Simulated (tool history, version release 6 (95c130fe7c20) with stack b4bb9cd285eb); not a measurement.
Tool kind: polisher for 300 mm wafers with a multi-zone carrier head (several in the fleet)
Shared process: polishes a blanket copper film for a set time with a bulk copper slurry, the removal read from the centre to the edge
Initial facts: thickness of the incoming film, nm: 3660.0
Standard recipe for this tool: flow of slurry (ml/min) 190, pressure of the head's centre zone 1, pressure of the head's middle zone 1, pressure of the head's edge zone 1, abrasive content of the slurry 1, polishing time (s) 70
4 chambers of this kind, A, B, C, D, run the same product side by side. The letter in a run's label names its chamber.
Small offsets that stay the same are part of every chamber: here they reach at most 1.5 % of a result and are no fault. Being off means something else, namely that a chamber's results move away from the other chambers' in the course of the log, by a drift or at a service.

run,hour,flow of slurry (ml/min),pressure of the head's centre zone,pressure of the head's middle zone,pressure of the head's edge zone,abrasive content of the slurry,polishing time (s),film removed at the wafer's centre (nm),film removed at mid-radius (nm),film removed at the wafer's edge (nm)
1D,13,190,1,1,1,1,70,770.24,770.65,780.71
# hour 18.6: chamber A: worn pad replaced by a new one
2C,27.4,190,1,1,1,1,70,800.95,772.77,760.97
# hour 28.9: chamber D: worn pad replaced by a new one
3A,39.6,190,1,1,1,1,70,791.53,779.62,763.39
4B,54.8,190,1,1,1,1,70,751.83,788.81,777.79
5C,68.3,190,1,1,1,1,70,779.4,775.61,788.6
6A,80.8,190,1,1,1,1,70,750.73,777.38,759.61
# hour 87: chamber C: centre zone pressure recalibrated
7B,90.2,220,1,1,1,1,61,700.68,696.65,694.6
# hour 94.1: chamber D: edge zone pressure recalibrated
8D,100.5,220,1,1,1,1,61,683.91,673.4,697.28
# hour 113.4: chamber A: worn pad replaced by a new one
9C,114.1,220,1,1,1,1,61,693.65,695.02,685.3
10B,128.2,220,1,1,1,1,61,692.72,704.69,705.08
11D,142.2,190,1,1,1,1,70,806.31,778.86,779.35
12A,153,190,1.09,1,1,1,70,837.76,773.83,760.45
# hour 163.1: chamber D: worn pad replaced by a new one
13C,163.7,190,1.09,1,1,1,70,868.77,768.29,766.75
# hour 171.7: chamber B: worn pad replaced by a new one
14B,179.7,190,1.09,1,1,1,70,855.69,776.87,784.34
# hour 186.2: chamber D: slurry nozzle cleaned
15A,189.9,190,1.09,1,1,1,70,853.56,772.08,773.16
# hour 197.2: chamber C: slurry nozzle cleaned
16D,199.3,190,1,1,1,1,70,794.9,760.65,778.34
17A,207.4,190,1,1.1,1,0.85,70,742.27,842.77,745.78
# hour 212: chamber A: worn pad replaced by a new one
# hour 212.4: chamber C: worn pad replaced by a new one
18B,223.4,190,1,1.1,1,0.85,70,739.97,819.45,749.46
19D,239.3,190,1,1.1,1,0.85,70,786.88,820.14,755.45
20C,250.5,190,1,1.1,1,0.85,70,758.11,810.58,745.32
21D,266.5,190,1,1,1,1,70,829.27,780.81,773
22A,281.1,190,1,1,1,1,70,758.35,778.29,772.81
# hour 286.7: chamber B: centre zone pressure recalibrated
23C,289.4,190,1,1,1.08,1.25,70,831.03,813.37,849.07
24B,296.3,190,1,1,1.08,1.25,70,823.5,824.69,849.87

Does one chamber stand apart from the rest, does the shared gauge drift, or is all well apart from small per-chamber offsets? Give the chamber and the most likely cause, where there is one.

One chamber, D, drifts off from the rest bit by bit.
Most likely cause: centre zone's pressure above its setpoint, % = 7.23.

Chamber D could run next with any of the 4 candidate recipes listed below; each alters the usual settings, and their results appear as question marks. Which one brings its results back in line with what the other chambers deliver on the usual settings?
In line here means within this much of the mean the other chambers give on the usual settings: film removed at the wafer's centre (nm) 34; film removed at mid-radius (nm) 28; film removed at the wafer's edge (nm) 30
25D-1,307.8,185,0.94,1.03,1.01,1,69,?,?,?
25D-2,307.8,195,1.12,0.95,0.98,1,71,?,?,?
25D-3,307.8,185,0.88,1.05,1.02,1,69,?,?,?
25D-4,307.8,195,1.06,0.97,0.99,1,71,?,?,?

Mean of the other chambers on the usual settings: film removed at the wafer's centre (nm) 777.19; film removed at mid-radius (nm) 780.21; film removed at the wafer's edge (nm) 775.16
run,film removed at the wafer's centre (nm),film removed at mid-radius (nm),film removed at the wafer's edge (nm)
25D-1,774.29,777.27,768.91
25D-2,972.64,747.02,784.26
25D-3,719.99,791.61,772.69
25D-4,916.34,761.86,788.19
25D-1 is the one that brings the chamber's results back in line with the other chambers.
